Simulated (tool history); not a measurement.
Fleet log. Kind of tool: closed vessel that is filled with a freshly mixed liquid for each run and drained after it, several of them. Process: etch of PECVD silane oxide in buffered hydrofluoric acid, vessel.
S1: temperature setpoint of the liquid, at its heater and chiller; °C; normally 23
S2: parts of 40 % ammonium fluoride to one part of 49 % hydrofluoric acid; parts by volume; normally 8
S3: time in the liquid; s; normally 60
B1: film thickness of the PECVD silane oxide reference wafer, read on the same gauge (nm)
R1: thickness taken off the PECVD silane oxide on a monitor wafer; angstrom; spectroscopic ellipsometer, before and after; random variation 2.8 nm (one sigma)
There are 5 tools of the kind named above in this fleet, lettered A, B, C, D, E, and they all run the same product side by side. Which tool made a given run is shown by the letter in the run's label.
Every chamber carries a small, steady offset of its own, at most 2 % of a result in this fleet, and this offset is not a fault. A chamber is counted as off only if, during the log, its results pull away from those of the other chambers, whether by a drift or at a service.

run 1E hour=4.5 | S1=23 S2=8 S3=60 | B1=139.97 | R1=3492.6
run 2B hour=11.4 | S1=23 S2=8 S3=60 | B1=139.95 | R1=3545.3
run 3D hour=18.8 | S1=23 S2=8 S3=60 | B1=140.02 | R1=3459.1
run 4C hour=23.5 | S1=23 S2=8 S3=60 | B1=140.01 | R1=3428.9
run 5A hour=27.5 | S1=23 S2=8 S3=60 | B1=140.01 | R1=3504.1
run 6A hour=32.9 | S1=23 S2=8 S3=60 | B1=139.99 | R1=3520.1
run 7B hour=38.4 | S1=23 S2=8 S3=60 | B1=140.01 | R1=3526.6
run 8D hour=44.9 | S1=23 S2=8 S3=60 | B1=139.97 | R1=3412.5
run 9E hour=52.8 | S1=23 S2=8 S3=60 | B1=140.03 | R1=3509.5
run 10C hour=58.7 | S1=23 S2=8 S3=60 | B1=140 | R1=3494.2
run 11B hour=62.6 | S1=23 S2=8 S3=60 | B1=139.97 | R1=3491.1
run 12A hour=70.3 | S1=20 S2=7 S3=60 | B1=140.02 | R1=3412.8
run 13D hour=74.7 | S1=20 S2=7 S3=60 | B1=140 | R1=3324.4
run 14E hour=79.6 | S1=20 S2=7 S3=60 | B1=140.01 | R1=3410.2
-- hour=80.8 chamber E: hydrofluoric acid flow meter replaced
run 15C hour=86.8 | S1=20 S2=7 S3=60 | B1=139.99 | R1=3352.8
run 16C hour=94.8 | S1=20 S2=7 S3=60 | B1=140.01 | R1=3308.7
run 17A hour=99.9 | S1=23 S2=8 S3=60 | B1=139.97 | R1=3518.5
run 18B hour=105.5 | S1=23 S2=8 S3=60 | B1=139.99 | R1=3517.7
run 19E hour=112.6 | S1=23 S2=8 S3=60 | B1=140 | R1=3488.9
run 20D hour=118.5 | S1=23 S2=8 S3=60 | B1=139.99 | R1=3421.5
run 21C hour=126.9 | S1=23 S2=8 S3=60 | B1=140.01 | R1=3372.3
run 22E hour=132.8 | S1=23 S2=8 S3=60 | B1=139.98 | R1=3511
run 23D hour=140.7 | S1=23 S2=8 S3=60 | B1=139.98 | R1=3426.6
run 24A hour=148.6 | S1=23 S2=8 S3=60 | B1=140 | R1=3475.9
run 25B hour=153.2 | S1=23 S2=8 S3=60 | B1=140.02 | R1=3552.8
run 26E hour=159.4 | S1=23 S2=8 S3=60 | B1=139.99 | R1=3521.3
run 27A hour=163.4 | S1=23 S2=8 S3=60 | B1=140.01 | R1=3520.4
run 28C hour=171.8 | S1=23 S2=8 S3=60 | B1=139.94 | R1=3217.3
run 29D hour=176.5 | S1=23 S2=8 S3=60 | B1=140.01 | R1=3403.5
run 30B hour=183 | S1=23 S2=10.5 S3=60 | B1=139.96 | R1=2687.1
run 31B hour=189.3 | S1=23 S2=10.5 S3=60 | B1=140.01 | R1=2771.3
run 32E hour=196.9 | S1=23 S2=10.5 S3=60 | B1=139.97 | R1=2779.6

Each of the 5 chambers runs these same settings next. Fill in every chamber's results:
run 33A hour=203 | S1=19.5 S2=8 S3=60 | R1=?
run 33B hour=203 | S1=19.5 S2=8 S3=60 | R1=?
run 33C hour=203 | S1=19.5 S2=8 S3=60 | R1=?
run 33D hour=203 | S1=19.5 S2=8 S3=60 | R1=?
run 33E hour=203 | S1=19.5 S2=8 S3=60 | R1=?

run=33A R1=2871.8
run=33B R1=2876.9
run=33C R1=2612.1
run=33D R1=2776.5
run=33E R1=2941
